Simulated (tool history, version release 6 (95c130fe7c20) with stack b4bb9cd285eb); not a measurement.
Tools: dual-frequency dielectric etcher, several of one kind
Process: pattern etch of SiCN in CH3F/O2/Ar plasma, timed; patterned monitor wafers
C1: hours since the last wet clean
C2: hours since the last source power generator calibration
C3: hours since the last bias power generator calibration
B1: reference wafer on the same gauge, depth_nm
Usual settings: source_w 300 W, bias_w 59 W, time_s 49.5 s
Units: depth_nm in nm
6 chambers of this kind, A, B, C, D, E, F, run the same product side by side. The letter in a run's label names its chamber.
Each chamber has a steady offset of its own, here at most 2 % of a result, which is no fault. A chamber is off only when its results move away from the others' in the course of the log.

{"run": "1C", "day": 0.196, "source_w": 300, "bias_w": 59, "time_s": 49.5, "C1": 215.3, "C2": 2261.8, "C3": 3910.5, "B1": 13.807, "depth_nm": 15.484}
{"run": "2D", "day": 0.333, "source_w": 300, "bias_w": 59, "time_s": 49.5, "C1": 338.3, "C2": 763.1, "C3": 460.2, "B1": 13.799, "depth_nm": 15.649}
{"run": "3A", "day": 0.5, "source_w": 300, "bias_w": 59, "time_s": 49.5, "C1": 427.8, "C2": 1502.1, "C3": 1051.9, "B1": 13.802, "depth_nm": 15.709}
{"run": "4E", "day": 0.688, "source_w": 300, "bias_w": 59, "time_s": 49.5, "C1": 292.2, "C2": 261.2, "C3": 2671.4, "B1": 13.803, "depth_nm": 15.434}
{"run": "5B", "day": 0.804, "source_w": 300, "bias_w": 59, "time_s": 49.5, "C1": 222.9, "C2": 4752.5, "C3": 337.3, "B1": 13.804, "depth_nm": 15.38}
{"run": "6F", "day": 0.921, "source_w": 240, "bias_w": 59, "time_s": 49.5, "C1": 217.6, "C2": 279.6, "C3": 1301.1, "B1": 13.806, "depth_nm": 14.578}
{"run": "7B", "day": 1.038, "source_w": 240, "bias_w": 59, "time_s": 49.5, "C1": 228.5, "C2": 4758.1, "C3": 342.9, "B1": 13.795, "depth_nm": 14.214}
{"run": "8A", "day": 1.138, "source_w": 240, "bias_w": 59, "time_s": 49.5, "C1": 443.1, "C2": 1517.4, "C3": 1067.2, "B1": 13.799, "depth_nm": 14.414}
{"run": "9C", "day": 1.246, "source_w": 240, "bias_w": 59, "time_s": 49.5, "C1": 240.5, "C2": 2287, "C3": 3935.7, "B1": 13.801, "depth_nm": 14.224}
{"run": "10D", "day": 1.367, "source_w": 240, "bias_w": 59, "time_s": 49.5, "C1": 363.1, "C2": 787.9, "C3": 485, "B1": 13.801, "depth_nm": 14.275}
{"run": "11F", "day": 1.504, "source_w": 240, "bias_w": 59, "time_s": 49.5, "C1": 231.6, "C2": 293.6, "C3": 1315.1, "B1": 13.803, "depth_nm": 14.597}
{"run": "12E", "day": 1.612, "source_w": 300, "bias_w": 59, "time_s": 49.5, "C1": 314.4, "C2": 283.4, "C3": 2693.6, "B1": 13.799, "depth_nm": 15.459}
{"run": "13A", "day": 1.75, "source_w": 300, "bias_w": 59, "time_s": 49.5, "C1": 457.8, "C2": 1532.1, "C3": 1081.9, "B1": 13.787, "depth_nm": 15.652}
{"run": "14B", "day": 1.883, "source_w": 300, "bias_w": 59, "time_s": 49.5, "C1": 248.8, "C2": 4778.4, "C3": 363.2, "B1": 13.804, "depth_nm": 15.418}
{"run": "15F", "day": 2.012, "source_w": 300, "bias_w": 59, "time_s": 49.5, "C1": 243.8, "C2": 305.8, "C3": 1327.3, "B1": 13.792, "depth_nm": 15.85}
{"run": "16C", "day": 2.188, "source_w": 300, "bias_w": 59, "time_s": 49.5, "C1": 263.1, "C2": 2309.6, "C3": 3958.3, "B1": 13.8, "depth_nm": 15.511}
{"run": "17D", "day": 2.367, "source_w": 300, "bias_w": 59, "time_s": 49.5, "C1": 387.1, "C2": 811.9, "C3": 509, "B1": 13.805, "depth_nm": 15.574}
{"run": "18E", "day": 2.504, "source_w": 300, "bias_w": 50, "time_s": 60.5, "C1": 335.8, "C2": 304.8, "C3": 2715, "B1": 13.803, "depth_nm": 17.755}
{"run": "19A", "day": 2.679, "source_w": 300, "bias_w": 50, "time_s": 60.5, "C1": 480.1, "C2": 1554.4, "C3": 1104.2, "B1": 13.798, "depth_nm": 18.176}
{"run": "20B", "day": 2.804, "source_w": 300, "bias_w": 50, "time_s": 60.5, "C1": 270.9, "C2": 4800.5, "C3": 385.3, "B1": 13.806, "depth_nm": 17.788}
{"run": "21E", "day": 3.004, "source_w": 300, "bias_w": 50, "time_s": 60.5, "C1": 347.8, "C2": 316.8, "C3": 2727, "B1": 13.803, "depth_nm": 17.783}
{"day": 3.062, "done": "chamber D: wet clean of the chamber"}
{"run": "22D", "day": 3.171, "source_w": 300, "bias_w": 50, "time_s": 60.5, "C1": 2.6, "C2": 831.2, "C3": 528.3, "B1": 13.799, "depth_nm": 18.052}
{"run": "23C", "day": 3.338, "source_w": 300, "bias_w": 50, "time_s": 60.5, "C1": 290.7, "C2": 2337.2, "C3": 3985.9, "B1": 13.804, "depth_nm": 17.843}
{"run": "24F", "day": 3.488, "source_w": 300, "bias_w": 59, "time_s": 49.5, "C1": 279.2, "C2": 341.2, "C3": 1362.7, "B1": 13.795, "depth_nm": 15.823}
{"run": "25A", "day": 3.583, "source_w": 300, "bias_w": 71, "time_s": 61, "C1": 501.8, "C2": 1576.1, "C3": 1125.9, "B1": 13.801, "depth_nm": 20.59}
{"run": "26D", "day": 3.704, "source_w": 300, "bias_w": 71, "time_s": 61, "C1": 15.4, "C2": 844, "C3": 541.1, "B1": 13.794, "depth_nm": 20.616}
{"run": "27E", "day": 3.908, "source_w": 300, "bias_w": 71, "time_s": 61, "C1": 369.5, "C2": 338.5, "C3": 2748.7, "B1": 13.803, "depth_nm": 20.185}
{"run": "28F", "day": 4.0, "source_w": 300, "bias_w": 71, "time_s": 61, "C1": 291.5, "C2": 353.5, "C3": 1375, "B1": 13.798, "depth_nm": 20.79}
{"run": "29C", "day": 4.096, "source_w": 300, "bias_w": 71, "time_s": 61, "C1": 308.9, "C2": 2355.4, "C3": 4004.1, "B1": 13.798, "depth_nm": 20.188}
{"run": "30B", "day": 4.229, "source_w": 300, "bias_w": 71, "time_s": 61, "C1": 305.1, "C2": 4834.7, "C3": 419.5, "B1": 13.807, "depth_nm": 20.294}
{"run": "31B", "day": 4.375, "source_w": 300, "bias_w": 59, "time_s": 49.5, "C1": 308.6, "C2": 4838.2, "C3": 423, "B1": 13.799, "depth_nm": 15.4}
{"run": "32C", "day": 4.508, "source_w": 300, "bias_w": 59, "time_s": 49.5, "C1": 318.8, "C2": 2365.3, "C3": 4014, "B1": 13.793, "depth_nm": 15.29}
{"run": "33A", "day": 4.671, "source_w": 300, "bias_w": 59, "time_s": 49.5, "C1": 527.9, "C2": 1602.2, "C3": 1152, "B1": 13.804, "depth_nm": 15.732}
{"run": "34D", "day": 4.817, "source_w": 300, "bias_w": 59, "time_s": 55, "C1": 42.1, "C2": 870.7, "C3": 567.8, "B1": 13.803, "depth_nm": 17.414}
{"run": "35F", "day": 5.004, "source_w": 300, "bias_w": 59, "time_s": 55, "C1": 315.6, "C2": 377.6, "C3": 1399.1, "B1": 13.802, "depth_nm": 17.643}
{"run": "36E", "day": 5.2, "source_w": 300, "bias_w": 59, "time_s": 55, "C1": 400.5, "C2": 369.5, "C3": 2779.7, "B1": 13.804, "depth_nm": 17.157}
{"day": 5.279, "done": "chamber A: wet clean of the chamber"}
{"run": "37C", "day": 5.292, "source_w": 300, "bias_w": 59, "time_s": 55, "C1": 337.6, "C2": 2384.1, "C3": 4032.8, "B1": 13.802, "depth_nm": 17.01}
{"run": "38D", "day": 5.421, "source_w": 300, "bias_w": 59, "time_s": 55, "C1": 56.6, "C2": 885.2, "C3": 582.3, "B1": 13.792, "depth_nm": 17.358}
{"run": "39F", "day": 5.588, "source_w": 300, "bias_w": 59, "time_s": 55, "C1": 329.6, "C2": 391.6, "C3": 1413.1, "B1": 13.799, "depth_nm": 17.56}
{"run": "40E", "day": 5.775, "source_w": 300, "bias_w": 59, "time_s": 49.5, "C1": 414.3, "C2": 383.3, "C3": 2793.5, "B1": 13.798, "depth_nm": 15.393}
{"run": "41A", "day": 5.971, "source_w": 300, "bias_w": 59, "time_s": 49.5, "C1": 16.6, "C2": 1633.4, "C3": 1183.2, "B1": 13.808, "depth_nm": 15.584}

All 6 chambers run these settings next. Forecast each chamber's results:
{"run": "42A", "day": 6.112, "source_w": 300, "bias_w": 45, "time_s": 49.5, "depth_nm": "?"}
{"run": "42B", "day": 6.112, "source_w": 300, "bias_w": 45, "time_s": 49.5, "depth_nm": "?"}
{"run": "42C", "day": 6.112, "source_w": 300, "bias_w": 45, "time_s": 49.5, "depth_nm": "?"}
{"run": "42D", "day": 6.112, "source_w": 300, "bias_w": 45, "time_s": 49.5, "depth_nm": "?"}
{"run": "42E", "day": 6.112, "source_w": 300, "bias_w": 45, "time_s": 49.5, "depth_nm": "?"}
{"run": "42F", "day": 6.112, "source_w": 300, "bias_w": 45, "time_s": 49.5, "depth_nm": "?"}

run=42A depth_nm=14.328
run=42B depth_nm=14.116
run=42C depth_nm=13.944
run=42D depth_nm=14.291
run=42E depth_nm=14.089
run=42F depth_nm=14.523
